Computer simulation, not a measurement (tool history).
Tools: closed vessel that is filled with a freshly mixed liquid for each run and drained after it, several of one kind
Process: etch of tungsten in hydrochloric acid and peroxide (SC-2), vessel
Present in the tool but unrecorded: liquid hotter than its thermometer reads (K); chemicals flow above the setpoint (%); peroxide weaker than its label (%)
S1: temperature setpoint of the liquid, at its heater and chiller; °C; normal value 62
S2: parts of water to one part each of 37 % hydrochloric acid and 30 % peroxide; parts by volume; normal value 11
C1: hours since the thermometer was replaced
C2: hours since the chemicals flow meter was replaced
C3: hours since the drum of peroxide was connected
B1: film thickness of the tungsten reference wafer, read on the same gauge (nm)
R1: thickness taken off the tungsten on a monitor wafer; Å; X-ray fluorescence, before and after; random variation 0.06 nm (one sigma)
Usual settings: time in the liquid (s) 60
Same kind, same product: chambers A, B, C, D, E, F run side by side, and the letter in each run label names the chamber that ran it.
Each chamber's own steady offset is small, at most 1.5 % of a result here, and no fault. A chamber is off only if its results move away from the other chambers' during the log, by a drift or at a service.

{"run": "1C", "hour": 14.6, "S1": 62, "S2": 11, "time in the liquid (s)": 60, "C1": 879.8, "C2": 1181, "C3": 449.9, "B1": 60.015, "R1": 195.11}
{"run": "2E", "hour": 24.8, "S1": 62, "S2": 11, "time in the liquid (s)": 60, "C1": 1040.6, "C2": 890.8, "C3": 263.1, "B1": 59.992, "R1": 195.81}
{"run": "3B", "hour": 35.7, "S1": 62, "S2": 11, "time in the liquid (s)": 60, "C1": 1264.9, "C2": 324.1, "C3": 395.5, "B1": 59.986, "R1": 197.91}
{"hour": 36.0, "done": "chamber A: new drum of peroxide connected"}
{"run": "4F", "hour": 47.7, "S1": 62, "S2": 11, "time in the liquid (s)": 60, "C1": 784.3, "C2": 528.9, "C3": 339.1, "B1": 60, "R1": 198.39}
{"run": "5D", "hour": 62.9, "S1": 62, "S2": 11, "time in the liquid (s)": 60, "C1": 656.8, "C2": 1465.4, "C3": 379.4, "B1": 59.975, "R1": 198.49}
{"run": "6A", "hour": 72.0, "S1": 59, "S2": 11, "time in the liquid (s)": 40, "C1": 930.7, "C2": 751.8, "C3": 36.1, "B1": 59.977, "R1": 109.91}
{"run": "7F", "hour": 79.8, "S1": 59, "S2": 11, "time in the liquid (s)": 40, "C1": 816.4, "C2": 561, "C3": 371.2, "B1": 59.993, "R1": 109.41}
{"run": "8A", "hour": 89.8, "S1": 59, "S2": 11, "time in the liquid (s)": 40, "C1": 948.5, "C2": 769.6, "C3": 53.9, "B1": 60.006, "R1": 109.96}
{"run": "9E", "hour": 98.0, "S1": 59, "S2": 11, "time in the liquid (s)": 40, "C1": 1113.8, "C2": 964, "C3": 336.3, "B1": 60.005, "R1": 108.65}
{"run": "10D", "hour": 106.4, "S1": 59, "S2": 11, "time in the liquid (s)": 40, "C1": 700.3, "C2": 1508.9, "C3": 422.9, "B1": 59.979, "R1": 109.49}
{"run": "11C", "hour": 117.3, "S1": 59, "S2": 11, "time in the liquid (s)": 40, "C1": 982.5, "C2": 1283.7, "C3": 552.6, "B1": 59.98, "R1": 107.49}
{"run": "12B", "hour": 125.9, "S1": 62, "S2": 11, "time in the liquid (s)": 60, "C1": 1355.1, "C2": 414.3, "C3": 485.7, "B1": 60.008, "R1": 195.73}
{"run": "13E", "hour": 136.2, "S1": 62, "S2": 11, "time in the liquid (s)": 60, "C1": 1152, "C2": 1002.2, "C3": 374.5, "B1": 59.996, "R1": 196.14}
{"run": "14A", "hour": 144.0, "S1": 62, "S2": 11, "time in the liquid (s)": 60, "C1": 1002.7, "C2": 823.8, "C3": 108.1, "B1": 60.001, "R1": 199.78}
{"hour": 146.0, "done": "chamber B: new drum of peroxide connected"}
{"run": "15B", "hour": 152.5, "S1": 62, "S2": 11, "time in the liquid (s)": 60, "C1": 1381.7, "C2": 440.9, "C3": 6.6, "B1": 60.028, "R1": 196.06}
{"hour": 154.4, "done": "chamber D: chemicals flow meter replaced"}
{"hour": 155.8, "done": "chamber D: thermometer replaced"}
{"run": "16D", "hour": 161.1, "S1": 62, "S2": 11, "time in the liquid (s)": 60, "C1": 5.3, "C2": 6.8, "C3": 477.6, "B1": 59.986, "R1": 197.94}
{"run": "17F", "hour": 175.1, "S1": 69.5, "S2": 13.5, "time in the liquid (s)": 60, "C1": 911.7, "C2": 656.3, "C3": 466.5, "B1": 59.999, "R1": 261.85}
{"run": "18C", "hour": 191.2, "S1": 69.5, "S2": 13.5, "time in the liquid (s)": 60, "C1": 1056.4, "C2": 1357.6, "C3": 626.5, "B1": 59.984, "R1": 260.36}
{"run": "19F", "hour": 198.4, "S1": 69.5, "S2": 13.5, "time in the liquid (s)": 60, "C1": 935, "C2": 679.6, "C3": 489.8, "B1": 60.006, "R1": 263.1}
{"run": "20C", "hour": 212.1, "S1": 69.5, "S2": 13.5, "time in the liquid (s)": 60, "C1": 1077.3, "C2": 1378.5, "C3": 647.4, "B1": 59.994, "R1": 260.86}
{"run": "21A", "hour": 223.9, "S1": 69.5, "S2": 13.5, "time in the liquid (s)": 60, "C1": 1082.6, "C2": 903.7, "C3": 188, "B1": 59.993, "R1": 260.49}
{"run": "22B", "hour": 237.2, "S1": 69.5, "S2": 13.5, "time in the liquid (s)": 60, "C1": 1466.4, "C2": 525.6, "C3": 91.3, "B1": 59.999, "R1": 262.96}
{"run": "23D", "hour": 252.3, "S1": 62, "S2": 11, "time in the liquid (s)": 60, "C1": 96.5, "C2": 98, "C3": 568.8, "B1": 59.997, "R1": 198.53}
{"run": "24E", "hour": 262.7, "S1": 62, "S2": 11, "time in the liquid (s)": 60, "C1": 1278.5, "C2": 1128.7, "C3": 501, "B1": 59.999, "R1": 196.42}
{"run": "25A", "hour": 270.9, "S1": 62, "S2": 11, "time in the liquid (s)": 60, "C1": 1129.6, "C2": 950.7, "C3": 235, "B1": 60.008, "R1": 197.78}
{"run": "26B", "hour": 277.8, "S1": 62, "S2": 11, "time in the liquid (s)": 60, "C1": 1507, "C2": 566.2, "C3": 131.9, "B1": 60.006, "R1": 197.6}
{"run": "27D", "hour": 289.6, "S1": 62, "S2": 11, "time in the liquid (s)": 60, "C1": 133.8, "C2": 135.3, "C3": 606.1, "B1": 60.009, "R1": 198.98}
{"run": "28E", "hour": 300.4, "S1": 62, "S2": 11, "time in the liquid (s)": 60, "C1": 1316.2, "C2": 1166.4, "C3": 538.7, "B1": 60.003, "R1": 196.83}
{"run": "29F", "hour": 312.5, "S1": 62, "S2": 11, "time in the liquid (s)": 85, "C1": 1049.1, "C2": 793.7, "C3": 603.9, "B1": 59.996, "R1": 278.61}
{"run": "30C", "hour": 327.3, "S1": 62, "S2": 11, "time in the liquid (s)": 85, "C1": 1192.5, "C2": 1493.7, "C3": 762.6, "B1": 60.011, "R1": 277.05}
{"run": "31C", "hour": 337.5, "S1": 62, "S2": 11, "time in the liquid (s)": 85, "C1": 1202.7, "C2": 1503.9, "C3": 772.8, "B1": 60.018, "R1": 275.92}
{"run": "32A", "hour": 352.8, "S1": 62, "S2": 11, "time in the liquid (s)": 85, "C1": 1211.5, "C2": 1032.6, "C3": 316.9, "B1": 59.987, "R1": 281.83}
{"run": "33F", "hour": 368.9, "S1": 62, "S2": 11, "time in the liquid (s)": 85, "C1": 1105.5, "C2": 850.1, "C3": 660.3, "B1": 59.99, "R1": 279.52}
{"run": "34D", "hour": 376.7, "S1": 62, "S2": 11, "time in the liquid (s)": 85, "C1": 220.9, "C2": 222.4, "C3": 693.2, "B1": 59.985, "R1": 281.05}
{"run": "35B", "hour": 389.6, "S1": 62, "S2": 11, "time in the liquid (s)": 60, "C1": 1618.8, "C2": 678, "C3": 243.7, "B1": 60.005, "R1": 196.82}
{"hour": 402.2, "done": "chamber C: chemicals flow meter replaced"}
{"run": "36E", "hour": 403.7, "S1": 62, "S2": 11, "time in the liquid (s)": 60, "C1": 1419.5, "C2": 1269.7, "C3": 642, "B1": 60.014, "R1": 197.46}
{"run": "37C", "hour": 416.6, "S1": 62, "S2": 11, "time in the liquid (s)": 60, "C1": 1281.8, "C2": 14.4, "C3": 851.9, "B1": 59.987, "R1": 196.47}
{"run": "38D", "hour": 430.0, "S1": 62, "S2": 11, "time in the liquid (s)": 60, "C1": 274.2, "C2": 275.7, "C3": 746.5, "B1": 60.02, "R1": 198.8}

Has any chamber moved away from the others, gradually or after a service, or does the common gauge drift, or do the chambers differ only by their own small steady offsets? State the chamber and the most likely cause if one applies.

The fleet is healthy, with each chamber sitting at its usual small offset and no drift in the gauge.
